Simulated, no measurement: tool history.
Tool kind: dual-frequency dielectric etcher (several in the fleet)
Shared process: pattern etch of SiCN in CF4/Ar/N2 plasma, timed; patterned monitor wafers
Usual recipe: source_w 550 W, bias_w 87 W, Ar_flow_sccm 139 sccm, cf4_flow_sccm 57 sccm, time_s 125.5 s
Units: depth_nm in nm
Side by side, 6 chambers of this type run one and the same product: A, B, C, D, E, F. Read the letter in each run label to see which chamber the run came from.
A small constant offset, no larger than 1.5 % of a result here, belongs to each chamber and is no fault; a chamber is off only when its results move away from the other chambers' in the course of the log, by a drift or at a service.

| run | day | source_w | bias_w | Ar_flow_sccm | cf4_flow_sccm | time_s | hours since the last wet clean | hours since the last source power generator calibration | hours since the last bias power generator calibration | hours since the last Ar flow controller change | hours since the last CF4 flow controller change | read-back reference wafer on the same gauge, depth_nm | depth_nm |
|---|---|---|---|---|---|---|---|---|---|---|---|---|---|
| 1A | 0.183 | 550 | 87 | 139 | 57 | 125.5 | 64.3 | 304.4 | 1100.6 | 649.8 | 2648.4 | 141.1 | 128.06 |
| 2C | 0.346 | 550 | 87 | 139 | 57 | 125.5 | 123.2 | 760.7 | 454.9 | 387.7 | 2157.9 | 140.87 | 127.13 |
| 3F | 0.442 | 550 | 87 | 139 | 57 | 125.5 | 555.2 | 1387.6 | 43.5 | 2326.8 | 1091.3 | 140.96 | 128.56 |
| 4B | 0.546 | 550 | 87 | 139 | 57 | 125.5 | 391.1 | 1010.7 | 1256.2 | 1346.9 | 2107.9 | 141 | 126.33 |
| 5E | 0.658 | 550 | 87 | 139 | 57 | 125.5 | 284.4 | 2292.2 | 2848.3 | 2473.6 | 5984.6 | 140.97 | 128.68 |
| 6D | 0.779 | 550 | 87 | 139 | 57 | 125.5 | 387.8 | 2232.3 | 5023.8 | 290.3 | 5588.9 | 141.07 | 128.87 |
|  | 0.854 | chamber F: wet clean of the chamber |
| 7E | 0.954 | 550 | 87 | 139 | 57 | 125.5 | 291.5 | 2299.3 | 2855.4 | 2480.7 | 5991.7 | 140.91 | 128.54 |
| 8C | 1.079 | 550 | 87 | 139 | 57 | 125.5 | 140.8 | 778.3 | 472.5 | 405.3 | 2175.5 | 140.98 | 127.83 |
| 9D | 1.217 | 550 | 87 | 139 | 57 | 125.5 | 398.3 | 2242.8 | 5034.3 | 300.8 | 5599.4 | 140.99 | 129.43 |
| 10B | 1.308 | 550 | 87 | 139 | 57 | 125.5 | 409.4 | 1029 | 1274.5 | 1365.2 | 2126.2 | 141.02 | 126.94 |
| 11F | 1.392 | 550 | 87 | 139 | 57 | 125.5 | 13 | 1410.4 | 66.3 | 2349.6 | 1114.1 | 140.89 | 128.53 |
| 12A | 1.55 | 550 | 87 | 139 | 57 | 125.5 | 97.1 | 337.2 | 1133.4 | 682.6 | 2681.2 | 141.02 | 128.16 |
| 13C | 1.654 | 550 | 87 | 139 | 57 | 125.5 | 154.6 | 792.1 | 486.3 | 419.1 | 2189.3 | 140.99 | 127.42 |
| 14F | 1.829 | 550 | 87 | 139 | 65 | 125.5 | 23.5 | 1420.9 | 76.8 | 2360.1 | 1124.6 | 141.1 | 131.28 |
| 15B | 2.021 | 550 | 87 | 139 | 65 | 125.5 | 426.5 | 1046.1 | 1291.6 | 1382.3 | 2143.3 | 140.87 | 130.22 |
| 16E | 2.196 | 550 | 87 | 139 | 65 | 125.5 | 321.3 | 2329.1 | 2885.2 | 2510.5 | 6021.5 | 141 | 131.4 |
| 17A | 2.296 | 550 | 87 | 139 | 65 | 125.5 | 115 | 355.1 | 1151.3 | 700.5 | 2699.1 | 140.92 | 130.26 |
| 18D | 2.479 | 550 | 87 | 139 | 65 | 125.5 | 428.6 | 2273.1 | 5064.6 | 331.1 | 5629.7 | 140.96 | 131.59 |
| 19E | 2.629 | 550 | 87 | 139 | 65 | 125.5 | 331.7 | 2339.5 | 2895.6 | 2520.9 | 6031.9 | 140.95 | 130.53 |
|  | 2.679 | chamber D: wet clean of the chamber |
| 20D | 2.812 | 550 | 87 | 139 | 57 | 125.5 | 3.2 | 2281.1 | 5072.6 | 339.1 | 5637.7 | 141.09 | 122.43 |
| 21F | 2.921 | 550 | 87 | 139 | 57 | 125.5 | 49.7 | 1447.1 | 103 | 2386.3 | 1150.8 | 140.98 | 127.9 |
| 22B | 3.062 | 550 | 87 | 139 | 57 | 125.5 | 451.5 | 1071.1 | 1316.6 | 1407.3 | 2168.3 | 141.11 | 126.93 |
| 23C | 3.167 | 550 | 87 | 139 | 57 | 125.5 | 190.9 | 828.4 | 522.6 | 455.4 | 2225.6 | 140.99 | 126.68 |
| 24A | 3.329 | 550 | 87 | 139 | 57 | 125.5 | 139.8 | 379.9 | 1176.1 | 725.3 | 2723.9 | 141.12 | 127.72 |
| 25A | 3.433 | 550 | 87 | 139 | 57 | 125.5 | 142.3 | 382.4 | 1178.6 | 727.8 | 2726.4 | 140.96 | 127.54 |
| 26D | 3.621 | 550 | 87 | 139 | 57 | 125.5 | 22.6 | 2300.5 | 5092 | 358.5 | 5657.1 | 141.1 | 123.15 |
|  | 3.629 | chamber E: CF4 flow controller replaced |
| 27F | 3.767 | 550 | 87 | 139 | 57 | 125.5 | 70 | 1467.4 | 123.3 | 2406.6 | 1171.1 | 141.03 | 127.95 |
| 28C | 3.879 | 550 | 87 | 139 | 57 | 125.5 | 208 | 845.5 | 539.7 | 472.5 | 2242.7 | 141.11 | 127.54 |
| 29E | 4.042 | 550 | 87 | 139 | 57 | 125.5 | 365.6 | 2373.4 | 2929.5 | 2554.8 | 10 | 140.97 | 128.83 |
| 30B | 4.167 | 550 | 87 | 139 | 57 | 125.5 | 478 | 1097.6 | 1343.1 | 1433.8 | 2194.8 | 141.04 | 127.67 |
| 31C | 4.346 | 550 | 87 | 139 | 57 | 125.5 | 219.2 | 856.7 | 550.9 | 483.7 | 2253.9 | 141.01 | 127.23 |
| 32D | 4.517 | 550 | 87 | 139 | 57 | 125.5 | 44.1 | 2322 | 5113.5 | 380 | 5678.6 | 141.09 | 122.7 |
|  | 4.558 | chamber B: wet clean of the chamber |
|  | 4.675 | chamber D: CF4 flow controller replaced |
| 33F | 4.696 | 550 | 87 | 139 | 57 | 125.5 | 92.3 | 1489.7 | 145.6 | 2428.9 | 1193.4 | 140.93 | 128.23 |
| 34E | 4.808 | 550 | 87 | 139 | 57 | 125.5 | 384 | 2391.8 | 2947.9 | 2573.2 | 28.4 | 141.01 | 129.78 |
| 35B | 4.908 | 550 | 87 | 139 | 57 | 125.5 | 8.5 | 1115.4 | 1360.9 | 1451.6 | 2212.6 | 141.1 | 127.33 |
| 36A | 5.096 | 550 | 87 | 139 | 57 | 125.5 | 182.2 | 422.3 | 1218.5 | 767.7 | 2766.3 | 140.96 | 128.3 |
| 37E | 5.258 | 550 | 87 | 139 | 57 | 125.5 | 394.8 | 2402.6 | 2958.7 | 2584 | 39.2 | 140.94 | 128.48 |
| 38D | 5.379 | 550 | 87 | 139 | 57 | 125.5 | 64.8 | 2342.7 | 5134.2 | 400.7 | 17 | 140.93 | 122.33 |

For the next run the whole fleet of 6 chambers uses the same settings. Give each chamber's results:
| 39A | 5.517 | 550 | 87 | 139 | 57 | 125.5 |  |  |  |  |  |  | ? |
| 39B | 5.517 | 550 | 87 | 139 | 57 | 125.5 |  |  |  |  |  |  | ? |
| 39C | 5.517 | 550 | 87 | 139 | 57 | 125.5 |  |  |  |  |  |  | ? |
| 39D | 5.517 | 550 | 87 | 139 | 57 | 125.5 |  |  |  |  |  |  | ? |
| 39E | 5.517 | 550 | 87 | 139 | 57 | 125.5 |  |  |  |  |  |  | ? |
| 39F | 5.517 | 550 | 87 | 139 | 57 | 125.5 |  |  |  |  |  |  | ? |

| run | depth_nm |
|---|---|
| 39A | 128.19 |
| 39B | 127 |
| 39C | 126.79 |
| 39D | 122.64 |
| 39E | 128.33 |
| 39F | 128.35 |

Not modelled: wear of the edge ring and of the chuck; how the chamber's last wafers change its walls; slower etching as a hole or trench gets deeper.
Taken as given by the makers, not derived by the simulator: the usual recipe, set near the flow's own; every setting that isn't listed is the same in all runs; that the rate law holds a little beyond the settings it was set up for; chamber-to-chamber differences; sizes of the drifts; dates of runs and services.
